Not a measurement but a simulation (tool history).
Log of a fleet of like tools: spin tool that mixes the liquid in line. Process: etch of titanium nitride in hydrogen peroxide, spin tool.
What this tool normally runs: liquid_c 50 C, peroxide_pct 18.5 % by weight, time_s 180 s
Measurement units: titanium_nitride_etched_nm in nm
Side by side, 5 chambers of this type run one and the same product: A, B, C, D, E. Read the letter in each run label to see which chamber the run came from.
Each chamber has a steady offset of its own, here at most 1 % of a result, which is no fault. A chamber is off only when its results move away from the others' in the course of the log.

run	hour	liquid_c	peroxide_pct	time_s	read-back film thickness of the titanium nitride reference wafer, read on the same gauge (nm)	titanium_nitride_etched_nm
1C	8.6	50	18.5	180	69.986	8.7742
2D	17.1	50	18.5	180	70.001	8.8318
3E	27.8	50	18.5	180	70.019	8.8512
4B	34.7	50	18.5	180	69.949	8.8329
# hour 37.1: chamber B: heated supply line repaired
5A	41.8	50	18.5	180	69.966	8.7917
6C	53.1	50	18.5	180	70.032	8.8499
7E	61	50	18.5	180	70.021	8.7944
8A	70.7	50	18.5	180	69.947	8.7726
9B	76.4	50	18.5	180	70.008	8.8156
10D	86.4	50	18.5	180	70.022	8.7683
11A	95.3	50	18.5	180	70.016	8.7634
12C	106.3	50	18.5	180	70.001	8.7869
13B	112.8	50	18.5	180	70.009	8.8106
14D	122.5	50	18.5	180	69.974	8.7739
15E	133.8	50	18.5	280	70.02	13.602
16C	139.5	50	18.5	280	70.04	13.722
17E	148.1	50	18.5	280	70.024	13.677
18D	156.9	50	18.5	280	70.017	13.694
19A	164.8	50	18.5	280	69.994	13.668
# hour 167.5: chamber D: new drum of peroxide connected
20B	170.9	50	18.5	180	69.987	8.8102
21A	181	50	18.5	180	69.975	8.7141
22E	187.8	50	18.5	180	70.012	8.7409
23B	194.6	50	18.5	180	69.986	8.8013
24D	205.5	50	18.5	180	69.977	8.8184
25C	213.6	50	18.5	180	69.988	8.7413
26A	223.8	50	18.5	180	70.025	8.77
27D	233	50	18.5	180	70.013	8.8016
28C	238.4	50	20.5	240	69.955	12.03
29E	246.8	50	20.5	240	70.04	11.949
30B	256.3	50	20.5	240	69.966	12.068
31D	265.4	50	20.5	240	69.995	11.973
32B	273.6	50	20.5	240	70.045	12.012
33A	282.1	42.5	18.5	180	69.967	4.9924
# hour 285.7: chamber E: new drum of peroxide connected
34C	291.3	42.5	18.5	180	70.057	5.0254
35E	298.7	42.5	18.5	180	69.968	5.0738
36B	309.7	42.5	18.5	180	69.988	5.0684
37D	319.9	42.5	18.5	180	70.002	5.0803
38E	329.5	50	18.5	180	69.955	8.835

Read the log: is a single chamber off, either drifting away or since a service, is the gauge that measures every chamber drifting, or is nothing wrong beyond small per-chamber offsets? Name any odd chamber and what most likely caused it.

Neither any chamber nor the gauge drifts; the chambers differ only by their own small, steady offsets.
